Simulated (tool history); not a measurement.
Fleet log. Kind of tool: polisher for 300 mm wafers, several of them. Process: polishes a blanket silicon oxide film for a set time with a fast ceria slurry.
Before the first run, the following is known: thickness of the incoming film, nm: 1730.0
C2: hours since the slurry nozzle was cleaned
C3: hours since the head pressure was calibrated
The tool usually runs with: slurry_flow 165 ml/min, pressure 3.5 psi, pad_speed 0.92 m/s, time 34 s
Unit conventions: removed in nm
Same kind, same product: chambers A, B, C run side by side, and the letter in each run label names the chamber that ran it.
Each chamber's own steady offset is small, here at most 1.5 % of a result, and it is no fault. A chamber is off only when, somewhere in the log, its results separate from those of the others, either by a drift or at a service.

{"run": "1B", "hour": 11.5, "slurry_flow": 165, "pressure": 3.5, "pad_speed": 0.92, "time": 34, "wafers polished on this pad": 1039, "C2": 285.4, "C3": 713.4, "removed": 563.32}
{"hour": 17.7, "done": "chamber A: worn pad replaced by a new one"}
{"hour": 18.8, "done": "chamber C: worn pad replaced by a new one"}
{"hour": 24.0, "done": "chamber B: worn pad replaced by a new one"}
{"run": "2A", "hour": 24.0, "slurry_flow": 165, "pressure": 3.5, "pad_speed": 0.92, "time": 34, "wafers polished on this pad": 85, "C2": 320.4, "C3": 716.4, "removed": 563.42}
{"run": "3C", "hour": 34.7, "slurry_flow": 165, "pressure": 3.5, "pad_speed": 0.92, "time": 34, "wafers polished on this pad": 215, "C2": 268.2, "C3": 615.3, "removed": 557.34}
{"run": "4A", "hour": 41.1, "slurry_flow": 165, "pressure": 3.5, "pad_speed": 0.92, "time": 34, "wafers polished on this pad": 317, "C2": 337.5, "C3": 733.5, "removed": 571.53}
{"run": "5C", "hour": 48.9, "slurry_flow": 165, "pressure": 3.5, "pad_speed": 0.92, "time": 34, "wafers polished on this pad": 407, "C2": 282.4, "C3": 629.5, "removed": 556.58}
{"run": "6B", "hour": 60.2, "slurry_flow": 165, "pressure": 3.5, "pad_speed": 0.92, "time": 34, "wafers polished on this pad": 490, "C2": 334.1, "C3": 762.1, "removed": 561.17}
{"run": "7B", "hour": 72.7, "slurry_flow": 165, "pressure": 3.5, "pad_speed": 0.92, "time": 34, "wafers polished on this pad": 659, "C2": 346.6, "C3": 774.6, "removed": 574.57}
{"hour": 75.2, "done": "chamber C: worn pad replaced by a new one"}
{"run": "8A", "hour": 82.8, "slurry_flow": 165, "pressure": 3.5, "pad_speed": 0.92, "time": 34, "wafers polished on this pad": 881, "C2": 379.2, "C3": 775.2, "removed": 565.36}
{"run": "9C", "hour": 93.5, "slurry_flow": 165, "pressure": 3.5, "pad_speed": 0.92, "time": 34, "wafers polished on this pad": 248, "C2": 327.0, "C3": 674.1, "removed": 555.18}
{"run": "10A", "hour": 103.7, "slurry_flow": 165, "pressure": 3.5, "pad_speed": 0.74, "time": 34, "wafers polished on this pad": 1164, "C2": 400.1, "C3": 796.1, "removed": 452.83}
{"hour": 105.3, "done": "chamber A: worn pad replaced by a new one"}
{"hour": 108.0, "done": "chamber A: head pressure recalibrated"}
{"run": "11B", "hour": 114.3, "slurry_flow": 165, "pressure": 3.5, "pad_speed": 0.74, "time": 34, "wafers polished on this pad": 1222, "C2": 388.2, "C3": 816.2, "removed": 456.56}
{"hour": 118.4, "done": "chamber B: worn pad replaced by a new one"}
{"run": "12C", "hour": 126.6, "slurry_flow": 165, "pressure": 3.5, "pad_speed": 0.74, "time": 34, "wafers polished on this pad": 696, "C2": 360.1, "C3": 707.2, "removed": 450.7}
{"hour": 128.1, "done": "chamber C: worn pad replaced by a new one"}
{"run": "13A", "hour": 137.4, "slurry_flow": 165, "pressure": 3.5, "pad_speed": 0.92, "time": 34, "wafers polished on this pad": 434, "C2": 433.8, "C3": 29.4, "removed": 567.92}
{"run": "14C", "hour": 143.8, "slurry_flow": 165, "pressure": 3.5, "pad_speed": 0.92, "time": 34, "wafers polished on this pad": 213, "C2": 377.3, "C3": 724.4, "removed": 552.39}
{"run": "15B", "hour": 150.7, "slurry_flow": 165, "pressure": 3.5, "pad_speed": 0.92, "time": 34, "wafers polished on this pad": 437, "C2": 424.6, "C3": 852.6, "removed": 566.07}
{"run": "16A", "hour": 158.3, "slurry_flow": 165, "pressure": 3.5, "pad_speed": 0.92, "time": 34, "wafers polished on this pad": 717, "C2": 454.7, "C3": 50.3, "removed": 570.07}
{"run": "17B", "hour": 170.7, "slurry_flow": 165, "pressure": 3.5, "pad_speed": 0.92, "time": 34, "wafers polished on this pad": 707, "C2": 444.6, "C3": 872.6, "removed": 561.17}
{"hour": 173.5, "done": "chamber C: worn pad replaced by a new one"}
{"run": "18C", "hour": 178.6, "slurry_flow": 165, "pressure": 3.5, "pad_speed": 0.92, "time": 34, "wafers polished on this pad": 70, "C2": 412.1, "C3": 759.2, "removed": 558.12}
{"run": "19C", "hour": 188.3, "slurry_flow": 165, "pressure": 3.5, "pad_speed": 0.92, "time": 34, "wafers polished on this pad": 201, "C2": 421.8, "C3": 768.9, "removed": 550.58}
{"hour": 192.4, "done": "chamber A: worn pad replaced by a new one"}
{"run": "20B", "hour": 197.2, "slurry_flow": 140, "pressure": 3.5, "pad_speed": 0.92, "time": 34, "wafers polished on this pad": 1066, "C2": 471.1, "C3": 899.1, "removed": 555.64}
{"run": "21A", "hour": 203.5, "slurry_flow": 140, "pressure": 3.5, "pad_speed": 0.92, "time": 34, "wafers polished on this pad": 150, "C2": 499.9, "C3": 95.5, "removed": 546.98}
{"run": "22B", "hour": 216.5, "slurry_flow": 140, "pressure": 3.5, "pad_speed": 0.92, "time": 34, "wafers polished on this pad": 1327, "C2": 490.4, "C3": 918.4, "removed": 553.03}

What goes on in this fleet: one chamber off, a drifting gauge, or nothing beyond the chambers' own small offsets? Name the chamber and the cause, if any.

No chamber stands off beyond its own small offset, and the gauge holds steady.
